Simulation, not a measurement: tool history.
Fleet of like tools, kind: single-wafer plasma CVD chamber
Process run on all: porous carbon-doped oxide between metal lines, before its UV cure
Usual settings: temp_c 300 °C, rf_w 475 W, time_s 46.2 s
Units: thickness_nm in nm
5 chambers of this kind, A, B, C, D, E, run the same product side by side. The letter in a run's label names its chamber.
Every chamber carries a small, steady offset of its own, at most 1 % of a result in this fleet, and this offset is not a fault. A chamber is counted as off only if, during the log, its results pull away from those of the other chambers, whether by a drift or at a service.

| run | hour | temp_c | rf_w | time_s | hours since the last thermocouple change | hours since the last RF generator calibration | read-back reference wafer on the same gauge, thickness_nm | thickness_nm |
|---|---|---|---|---|---|---|---|---|
| 1E | 4.3 | 300 | 475 | 46.2 | 551.0 | 1034.4 | 251.91 | 236.07 |
| 2C | 8.1 | 300 | 475 | 46.2 | 742.0 | 1813.7 | 252.02 | 239.42 |
| 3B | 12.7 | 300 | 475 | 46.2 | 172.1 | 1580.7 | 251.89 | 238.02 |
| 4A | 16.6 | 300 | 475 | 46.2 | 1391.1 | 1061.6 | 252.01 | 239.81 |
| 5D | 23.1 | 300 | 520 | 40.9 | 40.4 | 494.3 | 251.92 | 226.35 |
| 6E | 27.7 | 300 | 520 | 40.9 | 574.4 | 1057.8 | 251.80 | 222.56 |
| 7B | 34.3 | 300 | 520 | 40.9 | 193.7 | 1602.3 | 251.81 | 224.70 |
| 8D | 39.7 | 300 | 520 | 40.9 | 57.0 | 510.9 | 251.77 | 226.29 |
| 9A | 45.7 | 300 | 520 | 40.9 | 1420.2 | 1090.7 | 251.71 | 226.20 |
| 10C | 48.9 | 300 | 475 | 46.2 | 782.8 | 1854.5 | 251.70 | 239.53 |
| 11C | 55.0 | 300 | 475 | 46.2 | 788.9 | 1860.6 | 251.65 | 239.70 |
| 12A | 60.3 | 300 | 475 | 46.2 | 1434.8 | 1105.3 | 251.66 | 239.64 |
| 13E | 63.7 | 300 | 475 | 46.2 | 610.4 | 1093.8 | 251.62 | 235.91 |
| 14B | 67.4 | 300 | 475 | 46.2 | 226.8 | 1635.4 | 251.66 | 238.30 |
| 15D | 71.6 | 308 | 475 | 53.6 | 88.9 | 542.8 | 251.64 | 265.44 |
| 16A | 74.6 | 308 | 475 | 53.6 | 1449.1 | 1119.6 | 251.59 | 264.63 |
| 17B | 78.3 | 308 | 475 | 53.6 | 237.7 | 1646.3 | 251.58 | 263.09 |
| 18E | 82.5 | 308 | 475 | 53.6 | 629.2 | 1112.6 | 251.51 | 260.75 |
| 19C | 88.9 | 308 | 475 | 53.6 | 822.8 | 1894.5 | 251.47 | 265.16 |
| 20D | 91.9 | 300 | 475 | 46.2 | 109.2 | 563.1 | 251.54 | 239.41 |
| 21A | 97.9 | 300 | 475 | 46.2 | 1472.4 | 1142.9 | 251.45 | 239.74 |
| 22B | 102.5 | 300 | 475 | 46.2 | 261.9 | 1670.5 | 251.39 | 237.92 |
| 23D | 105.6 | 300 | 475 | 46.2 | 122.9 | 576.8 | 251.40 | 238.85 |
| 24E | 110.7 | 300 | 475 | 46.2 | 657.4 | 1140.8 | 251.36 | 235.20 |
| 25C | 116.8 | 300 | 475 | 46.2 | 850.7 | 1922.4 | 251.37 | 239.14 |
| 26A | 123.2 | 300 | 475 | 46.2 | 1497.7 | 1168.2 | 251.20 | 239.97 |
| 27C | 126.1 | 300 | 475 | 46.2 | 860.0 | 1931.7 | 251.24 | 239.46 |
| 28E | 129.6 | 300 | 475 | 46.2 | 676.3 | 1159.7 | 251.28 | 235.20 |
| 29D | 134.2 | 300 | 475 | 46.2 | 151.5 | 605.4 | 251.26 | 239.00 |
| 30B | 137.4 | 300 | 475 | 46.2 | 296.8 | 1705.4 | 251.18 | 237.72 |
| 31D | 142.0 | 305 | 475 | 46.2 | 159.3 | 613.2 | 251.27 | 232.84 |
| 32B | 145.2 | 305 | 475 | 46.2 | 304.6 | 1713.2 | 251.16 | 230.20 |
| 33E | 148.9 | 305 | 475 | 46.2 | 695.6 | 1179.0 | 251.14 | 228.84 |
| 34A | 153.7 | 305 | 475 | 46.2 | 1528.2 | 1198.7 | 251.17 | 232.26 |
| 35C | 159.7 | 305 | 475 | 46.2 | 893.6 | 1965.3 | 251.09 | 232.28 |
| 36A | 164.2 | 300 | 475 | 46.2 | 1538.7 | 1209.2 | 251.03 | 239.34 |
| 37D | 169.2 | 300 | 475 | 46.2 | 186.5 | 640.4 | 251.02 | 238.93 |
| 38C | 175.8 | 300 | 475 | 46.2 | 909.7 | 1981.4 | 250.98 | 239.04 |
| 39B | 179.5 | 300 | 475 | 46.2 | 338.9 | 1747.5 | 250.96 | 237.25 |

All chambers now run identical settings, listed one chamber a line with results as question marks. What results will each chamber show?
| 40A | 184.2 | 300 | 475 | 46.2 |  |  |  | ? |
| 40B | 184.2 | 300 | 475 | 46.2 |  |  |  | ? |
| 40C | 184.2 | 300 | 475 | 46.2 |  |  |  | ? |
| 40D | 184.2 | 300 | 475 | 46.2 |  |  |  | ? |
| 40E | 184.2 | 300 | 475 | 46.2 |  |  |  | ? |

| run | thickness_nm |
|---|---|
| 40A | 239.87 |
| 40B | 237.06 |
| 40C | 239.06 |
| 40D | 238.97 |
| 40E | 235.46 |
